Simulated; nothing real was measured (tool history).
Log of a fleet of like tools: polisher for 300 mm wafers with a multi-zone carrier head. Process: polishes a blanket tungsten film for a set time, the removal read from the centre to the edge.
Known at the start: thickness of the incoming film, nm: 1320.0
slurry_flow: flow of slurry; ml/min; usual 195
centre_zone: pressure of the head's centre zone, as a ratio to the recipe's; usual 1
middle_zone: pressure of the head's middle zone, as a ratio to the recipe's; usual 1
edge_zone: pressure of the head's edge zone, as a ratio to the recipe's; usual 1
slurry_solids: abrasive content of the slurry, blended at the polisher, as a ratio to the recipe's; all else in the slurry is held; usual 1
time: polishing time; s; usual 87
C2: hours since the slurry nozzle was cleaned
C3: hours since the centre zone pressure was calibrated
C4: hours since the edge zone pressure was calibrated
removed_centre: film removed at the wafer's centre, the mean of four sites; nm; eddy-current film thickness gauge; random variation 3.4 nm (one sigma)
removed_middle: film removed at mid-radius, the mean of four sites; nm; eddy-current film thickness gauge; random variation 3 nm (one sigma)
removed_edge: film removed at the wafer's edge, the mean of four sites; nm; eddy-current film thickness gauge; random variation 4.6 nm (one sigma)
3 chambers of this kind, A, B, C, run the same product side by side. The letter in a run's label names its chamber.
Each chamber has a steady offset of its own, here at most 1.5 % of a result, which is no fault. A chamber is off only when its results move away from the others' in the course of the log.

Run 1A, hour 3.8: usual settings; wafers polished on this pad 114; C2 106.6; C3 262.4; C4 261.7. Result: removed_centre 431.14 nm, removed_middle 421.1 nm, removed_edge 424.71 nm.
At hour 4.3: chamber B: worn pad replaced by a new one.
Run 2C, hour 11: usual settings; wafers polished on this pad 483; C2 109; C3 463.7; C4 91.5. Result: removed_centre 429.8 nm, removed_middle 426.74 nm, removed_edge 423.15 nm.
Run 3B, hour 17.9: usual settings; wafers polished on this pad 92; C2 67.9; C3 500.3; C4 942. Result: removed_centre 425.75 nm, removed_middle 429.78 nm, removed_edge 435 nm.
Run 4C, hour 23.3: usual settings; wafers polished on this pad 568; C2 121.3; C3 476; C4 103.8. Result: removed_centre 430.36 nm, removed_middle 426.67 nm, removed_edge 430.9 nm.
Run 5B, hour 28.8: usual settings; wafers polished on this pad 167; C2 78.8; C3 511.2; C4 952.9. Result: removed_centre 427.01 nm, removed_middle 426.91 nm, removed_edge 423.3 nm.
Run 6A, hour 34.9: usual settings but slurry_flow 135 ml/min, slurry_solids 1.1; wafers polished on this pad 326; C2 137.7; C3 293.5; C4 292.8. Result: removed_centre 411.09 nm, removed_middle 410.59 nm, removed_edge 412.32 nm.
Run 7B, hour 41.3: usual settings but slurry_flow 135 ml/min, slurry_solids 1.1; wafers polished on this pad 252; C2 91.3; C3 523.7; C4 965.4. Result: removed_centre 401.45 nm, removed_middle 402.92 nm, removed_edge 410.89 nm.
Run 8C, hour 49.4: usual settings but slurry_flow 135 ml/min, slurry_solids 1.1; wafers polished on this pad 746; C2 147.4; C3 502.1; C4 129.9. Result: removed_centre 404.51 nm, removed_middle 406.4 nm, removed_edge 421.67 nm.
Run 9A, hour 53.4: usual settings; wafers polished on this pad 453; C2 156.2; C3 312; C4 311.3. Result: removed_centre 429.98 nm, removed_middle 425.25 nm, removed_edge 419.75 nm.
Run 10C, hour 61.4: usual settings; wafers polished on this pad 828; C2 159.4; C3 514.1; C4 141.9. Result: removed_centre 422.92 nm, removed_middle 420.7 nm, removed_edge 418.96 nm.
Run 11A, hour 69.7: usual settings; wafers polished on this pad 564; C2 172.5; C3 328.3; C4 327.6. Result: removed_centre 427.13 nm, removed_middle 420.11 nm, removed_edge 421.73 nm.
At hour 73.4: chamber B: centre zone pressure recalibrated.
Run 12B, hour 76: usual settings; wafers polished on this pad 489; C2 126; C3 2.7; C4 1000.1. Result: removed_centre 431.64 nm, removed_middle 427.13 nm, removed_edge 426.26 nm.
Run 13A, hour 83.8: usual settings; wafers polished on this pad 660; C2 186.6; C3 342.4; C4 341.7. Result: removed_centre 423.15 nm, removed_middle 425.83 nm, removed_edge 420.58 nm.
Run 14B, hour 89.3: usual settings but middle_zone 1.06; wafers polished on this pad 580; C2 139.3; C3 16; C4 1013.4. Result: removed_centre 433.33 nm, removed_middle 442.61 nm, removed_edge 430.25 nm.
Run 15C, hour 94.4: usual settings but middle_zone 1.06; wafers polished on this pad 1053; C2 192.4; C3 547.1; C4 174.9. Result: removed_centre 415.05 nm, removed_middle 433.74 nm, removed_edge 405.97 nm.
Run 16B, hour 100.8: usual settings but middle_zone 1.06; wafers polished on this pad 659; C2 150.8; C3 27.5; C4 1024.9. Result: removed_centre 420.51 nm, removed_middle 451.14 nm, removed_edge 427.55 nm.
Run 17A, hour 106.8: usual settings; wafers polished on this pad 817; C2 209.6; C3 365.4; C4 364.7. Result: removed_centre 430.43 nm, removed_middle 422.23 nm, removed_edge 424.04 nm.
At hour 107.6: chamber B: worn pad replaced by a new one.
Run 18C, hour 114.5: usual settings; wafers polished on this pad 1191; C2 212.5; C3 567.2; C4 195. Result: removed_centre 411.01 nm, removed_middle 409.23 nm, removed_edge 399.88 nm.
Run 19C, hour 122.9: usual settings; wafers polished on this pad 1248; C2 220.9; C3 575.6; C4 203.4. Result: removed_centre 402.23 nm, removed_middle 406.96 nm, removed_edge 406.86 nm.
Run 20A, hour 129.4: usual settings; wafers polished on this pad 972; C2 232.2; C3 388; C4 387.3. Result: removed_centre 424.9 nm, removed_middle 421.37 nm, removed_edge 428.53 nm.
At hour 130: chamber A: worn pad replaced by a new one.
Run 21B, hour 137.4: usual settings; wafers polished on this pad 204; C2 187.4; C3 64.1; C4 1061.5. Result: removed_centre 426.08 nm, removed_middle 422.98 nm, removed_edge 432.86 nm.
Run 22B, hour 142.1: usual settings but slurry_solids 1.2; wafers polished on this pad 236; C2 192.1; C3 68.8; C4 1066.2. Result: removed_centre 445.22 nm, removed_middle 443.25 nm, removed_edge 441.65 nm.
Run 23A, hour 147.3: usual settings but slurry_solids 1.2; wafers polished on this pad 118; C2 250.1; C3 405.9; C4 405.2. Result: removed_centre 449.49 nm, removed_middle 440.73 nm, removed_edge 439.45 nm.
At hour 148.6: chamber A: slurry nozzle cleaned.
Run 24C, hour 152.7: usual settings but slurry_solids 1.2; wafers polished on this pad 1451; C2 250.7; C3 605.4; C4 233.2. Result: removed_centre 413.71 nm, removed_middle 410.78 nm, removed_edge 412.21 nm.
Run 25A, hour 158.7: usual settings; wafers polished on this pad 196; C2 10.2; C3 417.3; C4 416.6. Result: removed_centre 427.92 nm, removed_middle 425.66 nm, removed_edge 425.86 nm.
Run 26C, hour 165.4: usual settings; wafers polished on this pad 1538; C2 263.4; C3 618.1; C4 245.9. Result: removed_centre 400.96 nm, removed_middle 400.6 nm, removed_edge 394.12 nm.
Run 27B, hour 173.3: usual settings but slurry_flow 225 ml/min, middle_zone 1.06; wafers polished on this pad 449; C2 223.3; C3 100; C4 1097.4. Result: removed_centre 433.06 nm, removed_middle 453.88 nm, removed_edge 429.88 nm.

Is one chamber off against the others, does the gauge drift, or is nothing wrong? If a chamber is off, say which, and what the likeliest cause is.

Chamber C drifts away from the others.
Cause: removal rate lost through wear of the pad, % = 8.62.
The log may not tell that from: slurry flow missing at the pad, %.

Here are 4 candidates for chamber C's next run, each the usual settings with a change, their results left as question marks. Which one brings its results back in line with what the others give on the usual settings?
In line means no further than this from the other chambers' mean on the usual settings: removed_centre 12 nm; removed_middle 10 nm; removed_edge 16 nm
Run 28C-1, hour 179.5: usual settings but time 90 s. Result: removed_centre ?, removed_middle ?, removed_edge ?.
Run 28C-2, hour 179.5: usual settings but time 94 s. Result: removed_centre ?, removed_middle ?, removed_edge ?.
Run 28C-3, hour 179.5: usual settings but time 84 s. Result: removed_centre ?, removed_middle ?, removed_edge ?.
Run 28C-4, hour 179.5: usual settings but time 80 s. Result: removed_centre ?, removed_middle ?, removed_edge ?.

The other chambers' mean on the usual settings: removed_centre 426.61 nm; removed_middle 425.01 nm; removed_edge 423.95 nm
  run  removed_centre  removed_middle  removed_edge
28C-1          405.38          403.16        402.58
28C-2          423.39          421.07        420.47
28C-3          378.35          376.28        375.74
28C-4          360.34          358.36        357.85
28C-2 brings the chamber back in line.
